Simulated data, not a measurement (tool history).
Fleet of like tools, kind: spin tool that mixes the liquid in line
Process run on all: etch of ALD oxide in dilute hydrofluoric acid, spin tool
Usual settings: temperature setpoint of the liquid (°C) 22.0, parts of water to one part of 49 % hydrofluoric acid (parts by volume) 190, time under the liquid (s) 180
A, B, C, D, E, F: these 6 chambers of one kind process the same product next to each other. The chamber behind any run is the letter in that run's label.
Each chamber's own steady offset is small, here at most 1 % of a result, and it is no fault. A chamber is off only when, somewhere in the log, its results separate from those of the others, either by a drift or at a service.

run   hour  temperature setpoint of the liquid (°C)  parts of water to one part of 49 % hydrofluoric acid (parts by volume)  time under the liquid (s)  read-back film thickness of the ALD oxide reference wafer, read on the same gauge (nm)  thickness taken off the ALD oxide on a monitor wafer (Å)
 1D    5.1                                     22.0                                                                     190                        180                                                                                  99.990                                                    98.281
 2E   10.8                                     22.0                                                                     190                        180                                                                                  99.995                                                    98.758
 3A   14.9                                     22.0                                                                     190                        180                                                                                 100.000                                                    98.757
 4F   18.8                                     22.0                                                                     190                        180                                                                                  99.997                                                   100.650
 5C   24.9                                     22.0                                                                     190                        180                                                                                  99.975                                                   101.250
 6B   30.6                                     22.0                                                                     190                        180                                                                                  99.998                                                    99.687
 7C   34.0                                     22.0                                                                     190                        180                                                                                 100.020                                                   100.660
 8F   40.6                                     22.0                                                                     190                        180                                                                                 100.020                                                   100.880
 9B   44.4                                     26.0                                                                     190                        180                                                                                 100.000                                                   116.260
10A   51.1                                     26.0                                                                     190                        180                                                                                  99.996                                                   114.420
11D   56.3                                     26.0                                                                     190                        180                                                                                 100.010                                                   116.000
12E   62.6                                     26.0                                                                     190                        180                                                                                 100.020                                                   114.660
13A   67.4                                     26.0                                                                     190                        180                                                                                 100.010                                                   115.470
14F   71.6                                     26.0                                                                     190                        180                                                                                 100.010                                                   117.190
15E   77.2                                     22.0                                                                     190                        180                                                                                 100.000                                                   100.110
16C   83.7                                     22.0                                                                     190                        180                                                                                 100.020                                                    99.866
17B   88.5                                     22.0                                                                     190                        180                                                                                  99.995                                                    99.649
18D   91.7                                     22.0                                                                     190                        180                                                                                  99.983                                                   100.420
19E   94.7                                     22.0                                                                     190                        180                                                                                  99.988                                                    99.520
20B   98.0                                     26.5                                                                     260                        180                                                                                 100.030                                                    80.531
21F  102.6                                     26.5                                                                     260                        180                                                                                 100.020                                                    81.074
22A  107.4                                     26.5                                                                     260                        180                                                                                  99.965                                                    79.697
23C  113.5                                     26.5                                                                     260                        180                                                                                 100.010                                                    76.941
24D  116.5                                     26.5                                                                     260                        180                                                                                 100.000                                                    79.812
25F  122.6                                     26.5                                                                     260                        180                                                                                 100.010                                                    80.796
26E  126.8                                     22.0                                                                     190                        180                                                                                  99.985                                                    98.735
27B  132.5                                     22.0                                                                     190                        180                                                                                 100.020                                                   100.380
28D  136.9                                     22.0                                                                     190                        180                                                                                 100.010                                                    98.995
29A  141.3                                     22.0                                                                     190                        180                                                                                  99.989                                                   100.360
30C  146.9                                     22.0                                                                     190                        180                                                                                  99.994                                                    97.061
31C  153.5                                     22.0                                                                     190                        180                                                                                 100.000                                                    95.882
32A  156.5                                     22.0                                                                     190                        180                                                                                 100.020                                                   100.200
     161.0  -- chamber B: hydrofluoric acid flow meter replaced
33E  162.7                                     22.0                                                                     190                        180                                                                                  99.990                                                    99.393
34B  165.8                                     22.0                                                                     190                        180                                                                                 100.010                                                    99.416
35D  169.2                                     22.0                                                                     190                        180                                                                                  99.995                                                    98.840
36F  175.5                                     22.0                                                                     190                        180                                                                                 100.000                                                   100.890

One chamber off, gauge drift, or nothing amiss beyond the chambers' own small offsets? If it is a chamber, which one, and what is the likeliest cause?

It is chamber C that slowly wanders off from its peers.
What lies behind it: hydrofluoric acid flow below the setpoint (%) = 5.19.
Not necessarily distinguishable in this log from: liquid colder than its thermometer reads (K).

Here are 4 candidates for chamber C's next run, each the usual settings with a change, their results left as question marks. Which one brings its results back in line with what the others give on the usual settings?
Allowed miss from the other chambers' usual-settings mean, per result, to count as in line: thickness taken off the ALD oxide on a monitor wafer (Å) 2.400
37C-1  180.4                                     22.0                                                                     205                        180                                                                                                                                                 ?
37C-2  180.4                                     22.0                                                                     195                        175                                                                                                                                                 ?
37C-3  180.4                                     22.0                                                                     190                        200                                                                                                                                                 ?
37C-4  180.4                                     22.0                                                                     180                        180                                                                                                                                                 ?

Mean of the other chambers on the usual settings: thickness taken off the ALD oxide on a monitor wafer (Å) 100.030
  run  thickness taken off the ALD oxide on a monitor wafer (Å)
37C-1                                                    85.757
37C-2                                                    88.671
37C-3                                                   104.620
37C-4                                                   100.580
With 37C-4, the chamber falls back in line with the rest.
